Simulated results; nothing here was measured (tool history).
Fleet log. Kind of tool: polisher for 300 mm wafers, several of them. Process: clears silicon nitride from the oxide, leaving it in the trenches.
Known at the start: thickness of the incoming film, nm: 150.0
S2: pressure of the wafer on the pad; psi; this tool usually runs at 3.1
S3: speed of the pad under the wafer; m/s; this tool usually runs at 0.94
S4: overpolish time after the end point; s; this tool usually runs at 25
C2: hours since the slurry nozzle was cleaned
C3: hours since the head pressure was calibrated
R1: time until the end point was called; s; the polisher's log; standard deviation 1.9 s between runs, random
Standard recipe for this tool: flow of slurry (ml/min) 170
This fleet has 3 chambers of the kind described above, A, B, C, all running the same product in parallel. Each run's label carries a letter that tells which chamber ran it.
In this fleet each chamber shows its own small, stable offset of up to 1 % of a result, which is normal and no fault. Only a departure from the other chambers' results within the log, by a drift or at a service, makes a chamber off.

{"run": "1B", "hour": 14.0, "flow of slurry (ml/min)": 170, "S2": 3.1, "S3": 0.94, "S4": 25, "wafers polished on this pad": 295, "C2": 531, "C3": 1007.5, "R1": 179.55}
{"run": "2C", "hour": 28.1, "flow of slurry (ml/min)": 170, "S2": 3.1, "S3": 0.94, "S4": 25, "wafers polished on this pad": 279, "C2": 140.2, "C3": 521.5, "R1": 177.94}
{"run": "3A", "hour": 35.3, "flow of slurry (ml/min)": 170, "S2": 3.1, "S3": 0.94, "S4": 25, "wafers polished on this pad": 745, "C2": 391.8, "C3": 229.7, "R1": 182.77}
{"run": "4B", "hour": 46.0, "flow of slurry (ml/min)": 170, "S2": 3.1, "S3": 0.94, "S4": 25, "wafers polished on this pad": 534, "C2": 563, "C3": 1039.5, "R1": 182.71}
{"run": "5A", "hour": 54.1, "flow of slurry (ml/min)": 170, "S2": 3.1, "S3": 0.94, "S4": 25, "wafers polished on this pad": 885, "C2": 410.6, "C3": 248.5, "R1": 181.1}
{"hour": 55.5, "done": "chamber B: worn pad replaced by a new one"}
{"hour": 56.4, "done": "chamber C: worn pad replaced by a new one"}
{"run": "6C", "hour": 65.1, "flow of slurry (ml/min)": 170, "S2": 3.1, "S3": 0.94, "S4": 25, "wafers polished on this pad": 65, "C2": 177.2, "C3": 558.5, "R1": 184.97}
{"hour": 68.4, "done": "chamber B: head pressure recalibrated"}
{"run": "7C", "hour": 80.1, "flow of slurry (ml/min)": 170, "S2": 3.1, "S3": 0.94, "S4": 25, "wafers polished on this pad": 176, "C2": 192.2, "C3": 573.5, "R1": 183.03}
{"run": "8A", "hour": 90.9, "flow of slurry (ml/min)": 170, "S2": 3.1, "S3": 0.94, "S4": 25, "wafers polished on this pad": 1159, "C2": 447.4, "C3": 285.3, "R1": 182.55}
{"hour": 93.9, "done": "chamber A: worn pad replaced by a new one"}
{"run": "9B", "hour": 101.6, "flow of slurry (ml/min)": 170, "S2": 3.1, "S3": 0.94, "S4": 25, "wafers polished on this pad": 343, "C2": 618.6, "C3": 33.2, "R1": 181.64}
{"run": "10A", "hour": 110.2, "flow of slurry (ml/min)": 170, "S2": 3.1, "S3": 0.94, "S4": 25, "wafers polished on this pad": 121, "C2": 466.7, "C3": 304.6, "R1": 180.86}
{"run": "11C", "hour": 119.1, "flow of slurry (ml/min)": 170, "S2": 3.1, "S3": 0.94, "S4": 25, "wafers polished on this pad": 467, "C2": 231.2, "C3": 612.5, "R1": 184.32}
{"hour": 127.4, "done": "chamber C: worn pad replaced by a new one"}
{"hour": 129.6, "done": "chamber B: worn pad replaced by a new one"}
{"run": "12B", "hour": 131.9, "flow of slurry (ml/min)": 170, "S2": 3.1, "S3": 0.94, "S4": 25, "wafers polished on this pad": 17, "C2": 648.9, "C3": 63.5, "R1": 180.62}
{"hour": 132.3, "done": "chamber B: slurry nozzle cleaned"}
{"run": "13C", "hour": 147.8, "flow of slurry (ml/min)": 170, "S2": 3.1, "S3": 0.94, "S4": 31, "wafers polished on this pad": 152, "C2": 259.9, "C3": 641.2, "R1": 180.01}
{"run": "14A", "hour": 161.5, "flow of slurry (ml/min)": 170, "S2": 3.1, "S3": 0.94, "S4": 31, "wafers polished on this pad": 503, "C2": 518, "C3": 355.9, "R1": 174.48}
{"run": "15B", "hour": 170.5, "flow of slurry (ml/min)": 170, "S2": 3.1, "S3": 0.94, "S4": 31, "wafers polished on this pad": 304, "C2": 38.3, "C3": 102.1, "R1": 180.04}
{"run": "16B", "hour": 185.6, "flow of slurry (ml/min)": 170, "S2": 3.1, "S3": 0.94, "S4": 25, "wafers polished on this pad": 417, "C2": 53.4, "C3": 117.2, "R1": 178.87}
{"run": "17C", "hour": 194.3, "flow of slurry (ml/min)": 170, "S2": 3.1, "S3": 0.94, "S4": 25, "wafers polished on this pad": 498, "C2": 306.4, "C3": 687.7, "R1": 183.53}
{"hour": 202.8, "done": "chamber C: worn pad replaced by a new one"}
{"run": "18A", "hour": 209.5, "flow of slurry (ml/min)": 170, "S2": 3.1, "S3": 0.94, "S4": 25, "wafers polished on this pad": 861, "C2": 566, "C3": 403.9, "R1": 172.52}
{"hour": 212.1, "done": "chamber B: worn pad replaced by a new one"}
{"run": "19A", "hour": 220.2, "flow of slurry (ml/min)": 170, "S2": 3.1, "S3": 0.94, "S4": 25, "wafers polished on this pad": 941, "C2": 576.7, "C3": 414.6, "R1": 172.32}
{"run": "20C", "hour": 236.5, "flow of slurry (ml/min)": 170, "S2": 3.1, "S3": 0.94, "S4": 25, "wafers polished on this pad": 251, "C2": 348.6, "C3": 729.9, "R1": 183.04}
{"run": "21B", "hour": 251.8, "flow of slurry (ml/min)": 170, "S2": 3.1, "S3": 0.94, "S4": 25, "wafers polished on this pad": 296, "C2": 119.6, "C3": 183.4, "R1": 179.77}
{"run": "22A", "hour": 264.8, "flow of slurry (ml/min)": 170, "S2": 3.1, "S3": 0.94, "S4": 25, "wafers polished on this pad": 1273, "C2": 621.3, "C3": 459.2, "R1": 169.18}
{"hour": 265.2, "done": "chamber C: worn pad replaced by a new one"}
{"run": "23B", "hour": 275.7, "flow of slurry (ml/min)": 170, "S2": 3.1, "S3": 0.94, "S4": 25, "wafers polished on this pad": 474, "C2": 143.5, "C3": 207.3, "R1": 182.1}
{"run": "24C", "hour": 285.1, "flow of slurry (ml/min)": 170, "S2": 3.1, "S3": 0.94, "S4": 25, "wafers polished on this pad": 148, "C2": 397.2, "C3": 778.5, "R1": 181.47}
{"run": "25C", "hour": 300.7, "flow of slurry (ml/min)": 170, "S2": 3.1, "S3": 0.94, "S4": 25, "wafers polished on this pad": 265, "C2": 412.8, "C3": 794.1, "R1": 182.28}

All 3 chambers run these settings next. Forecast each chamber's results:
{"run": "26A", "hour": 312.5, "flow of slurry (ml/min)": 170, "S2": 3.1, "S3": 1.08, "S4": 25, "R1": "?"}
{"run": "26B", "hour": 312.5, "flow of slurry (ml/min)": 170, "S2": 3.1, "S3": 1.08, "S4": 25, "R1": "?"}
{"run": "26C", "hour": 312.5, "flow of slurry (ml/min)": 170, "S2": 3.1, "S3": 1.08, "S4": 25, "R1": "?"}

run=26A R1=148.86
run=26B R1=157.29
run=26C R1=160.92
